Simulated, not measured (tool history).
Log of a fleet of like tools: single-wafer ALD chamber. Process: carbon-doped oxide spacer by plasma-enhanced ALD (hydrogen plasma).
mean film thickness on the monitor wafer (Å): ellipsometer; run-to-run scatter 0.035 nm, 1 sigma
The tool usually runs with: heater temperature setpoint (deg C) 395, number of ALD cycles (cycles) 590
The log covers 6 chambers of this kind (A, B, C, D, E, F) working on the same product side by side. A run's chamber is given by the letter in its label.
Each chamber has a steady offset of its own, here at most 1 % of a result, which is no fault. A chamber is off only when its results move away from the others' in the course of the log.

run   hour  heater temperature setpoint (deg C)  number of ALD cycles (cycles)  read-back reference wafer on the same gauge, thickness_nm  mean film thickness on the monitor wafer (Å)
 1C    3.5                                  395                            590                                                     28.309                                           298
 2A    9.9                                  395                            590                                                      28.31                                        293.41
 3D     15                                  395                            590                                                     28.302                                        296.09
 4E   18.4                                  395                            590                                                     28.319                                        296.01
 5F   23.3                                  395                            590                                                     28.312                                        294.24
 6B   27.6                                  395                            590                                                      28.32                                        296.33
      30.2  -- chamber F: thermocouple changed; heater temperature recalibrated
 7F   31.4                                  395                            590                                                     28.323                                        295.38
      32.1  -- chamber C: thermocouple changed; heater temperature recalibrated
 8B   36.3                                  395                            590                                                     28.311                                        297.22
 9A   42.7                                  395                            590                                                     28.329                                        293.62
10C   49.1                                  395                            590                                                     28.327                                        297.94
11D   56.3                                  395                            590                                                     28.319                                        296.73
12E   61.2                                  395                            590                                                     28.341                                        295.82
13A   65.4                                  395                            590                                                     28.335                                        293.52
14D     71                                  395                            590                                                     28.336                                        296.91
15E     76                                  390                            493                                                     28.349                                        247.08
16C   82.6                                  390                            493                                                     28.352                                        249.07
17B   86.3                                  390                            493                                                     28.346                                         248.7
18F   93.6                                  390                            493                                                      28.35                                        247.09
19C     99                                  390                            493                                                     28.364                                        249.23
20E  106.3                                  390                            493                                                     28.364                                        247.61
21B  112.3                                  395                            590                                                     28.372                                        297.12
22A  115.7                                  395                            590                                                     28.362                                        294.33
23D  119.6                                  387                            696                                                      28.37                                        350.72
24F  124.1                                  387                            696                                                     28.365                                         348.5
25E  130.4                                  387                            696                                                      28.38                                        349.69
26B  137.1                                  387                            696                                                     28.386                                        351.95
27D  143.7                                  387                            696                                                     28.387                                        351.03
28F  148.2                                  387                            696                                                     28.382                                         349.9
29C  153.5                                  395                            590                                                     28.386                                        299.16
30A  160.5                                  395                            590                                                     28.389                                        294.37
31B  166.1                                  395                            590                                                     28.401                                         298.7
32C  171.2                                  395                            590                                                     28.396                                        299.18
33A  175.1                                  395                            590                                                     28.403                                         294.9
34F  178.7                                  395                            590                                                     28.409                                         296.1
35D  181.9                                  395                            590                                                     28.404                                        298.18
36E  187.5                                  395                            590                                                     28.405                                        296.46
37C  194.2                                  395                            590                                                     28.421                                         298.8
38D  198.6                                  395                            590                                                     28.424                                        297.92
39E  205.6                                  395                            590                                                     28.414                                        296.68
40F  211.4                                  395                            590                                                     28.424                                        296.54
41A  215.3                                  407                            643                                                     28.423                                        309.35
42B  219.6                                  407                            643                                                     28.426                                        313.22
43D  224.3                                  407                            643                                                     28.432                                        316.89
44A  229.8                                  407                            643                                                      28.44                                        309.56

Which is it: a chamber that has drifted or been left off by a service, a gauge drift common to all chambers, or only each chamber's usual small offset? If a chamber is off, name it and its likeliest cause.

Gauge drift. The chambers move together only on paper, and none stands off.
Most likely cause: gauge reads high (%) = 0.482.

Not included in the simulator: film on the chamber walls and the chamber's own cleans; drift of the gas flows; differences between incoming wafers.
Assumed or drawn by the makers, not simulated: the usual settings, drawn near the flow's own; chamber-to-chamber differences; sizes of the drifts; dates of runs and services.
